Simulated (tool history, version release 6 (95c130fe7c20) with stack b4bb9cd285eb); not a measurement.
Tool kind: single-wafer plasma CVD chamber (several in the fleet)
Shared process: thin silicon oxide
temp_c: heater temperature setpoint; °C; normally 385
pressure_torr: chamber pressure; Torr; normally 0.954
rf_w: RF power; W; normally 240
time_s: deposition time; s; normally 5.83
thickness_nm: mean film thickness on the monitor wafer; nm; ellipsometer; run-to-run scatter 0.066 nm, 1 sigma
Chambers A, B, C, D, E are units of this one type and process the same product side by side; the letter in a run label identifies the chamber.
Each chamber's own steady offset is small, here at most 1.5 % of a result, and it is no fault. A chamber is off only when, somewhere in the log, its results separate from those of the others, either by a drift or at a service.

run   hour  temp_c  pressure_torr  rf_w  time_s  read-back reference wafer on the same gauge, thickness_nm  thickness_nm
 1C    7.7     385          0.954   240    5.83                                                     10.799        11.199
 2A     14     385          0.954   240    5.83                                                     10.797        11.454
 3B   24.4     385          0.954   240    5.83                                                     10.798        11.442
 4E   35.3     385          0.954   240    5.83                                                     10.824        11.301
 5D   44.8     385          0.954   240    5.83                                                     10.798         11.56
 6D     53     385          0.954   240    5.83                                                     10.793        11.564
 7E   59.8     385          0.954   240    5.83                                                     10.805        11.574
 8C   68.3     385          0.954   240    5.83                                                     10.801        11.223
 9B   78.9     385          1.031   240    5.27                                                     10.795        10.979
10A   89.1     385          1.031   240    5.27                                                     10.808        11.025
      92.8  -- chamber C: RF generator calibrated
11E   96.4     385          1.031   240    5.27                                                     10.801        10.817
12D  104.1     385          1.031   240    5.27                                                     10.807        10.995
13B  109.1     385          1.031   240    5.27                                                     10.801        10.914
14C  115.3     385          0.954   215    5.83                                                     10.797        10.786
     122.5  -- chamber C: thermocouple changed; heater temperature recalibrated
15A  125.1     385          0.954   215    5.83                                                     10.816        10.984
16A    131     385          0.954   215    5.83                                                     10.796        10.986
     132.1  -- chamber D: capacitance manometer re-zeroed and calibrated
17B  136.8     385          0.954   215    5.83                                                     10.802         10.94
18E  144.8     385          0.954   215    5.83                                                     10.802        10.772
19D  151.3     385          0.954   240    5.83                                                     10.788        10.814
20C  162.3     385          0.954   240    5.83                                                     10.809        11.246
21E  167.9     385          0.954   240    5.83                                                     10.787        11.463
22A  178.5     385          0.954   240    5.83                                                     10.804        11.597
23B  188.8     385          0.954   240    5.83                                                     10.788        11.448
24C  196.9     385          0.954   240    5.83                                                     10.796        11.233
25D  207.7     385          0.954   240    5.83                                                     10.796        10.697
26B  212.8     385          0.954   240    5.83                                                     10.788        11.483
27C  222.1     385          0.954   240    5.83                                                     10.801        11.362
28E  229.7     385          0.954   240    5.83                                                     10.804        11.544
29A  238.1     385          0.954   240    5.83                                                     10.781        11.514
30D    248     385          0.954   240    6.94                                                     10.801        12.746
     253.6  -- chamber E: thermocouple changed; heater temperature recalibrated
31E  255.2     385          0.954   240    6.94                                                       10.8        13.774
32C  266.2     385          0.954   240    6.94                                                     10.804        13.475
33B  275.7     385          0.954   240    6.94                                                      10.79        13.683
34A  282.6     385          0.954   240    6.94                                                     10.805         13.63
35D  293.6     385          0.954   240    5.83                                                       10.8         10.77

Is one chamber off against the others, does the gauge drift, or is nothing wrong? If a chamber is off, say which, and what the likeliest cause is.

Chamber D came out of a service off from its peers and stayed that way.
What lies behind it: true pressure below the setpoint (%) = 7.

Chamber D could run next with any of the 4 candidate recipes listed below; each alters the usual settings, and their results appear as question marks. Which one brings its results back in line with what the other chambers deliver on the usual settings?
In line here means within this much of the mean the other chambers give on the usual settings: thickness_nm 0.23 nm
36D-1  301.8     385          1.018   240    5.83                                                                        ?
36D-2  301.8     385          0.924   235    5.69                                                                        ?
36D-3  301.8     385          0.965   240    5.88                                                                        ?
36D-4  301.8     385          0.954   240    5.73                                                                        ?

Usual-settings mean across the other chambers: thickness_nm 11.419 nm
  run  thickness_nm
36D-1        11.462
36D-2        10.205
36D-3         11.05
36D-4        10.664
The answer is 36D-1, which returns the chamber to within the allowed miss of the others.

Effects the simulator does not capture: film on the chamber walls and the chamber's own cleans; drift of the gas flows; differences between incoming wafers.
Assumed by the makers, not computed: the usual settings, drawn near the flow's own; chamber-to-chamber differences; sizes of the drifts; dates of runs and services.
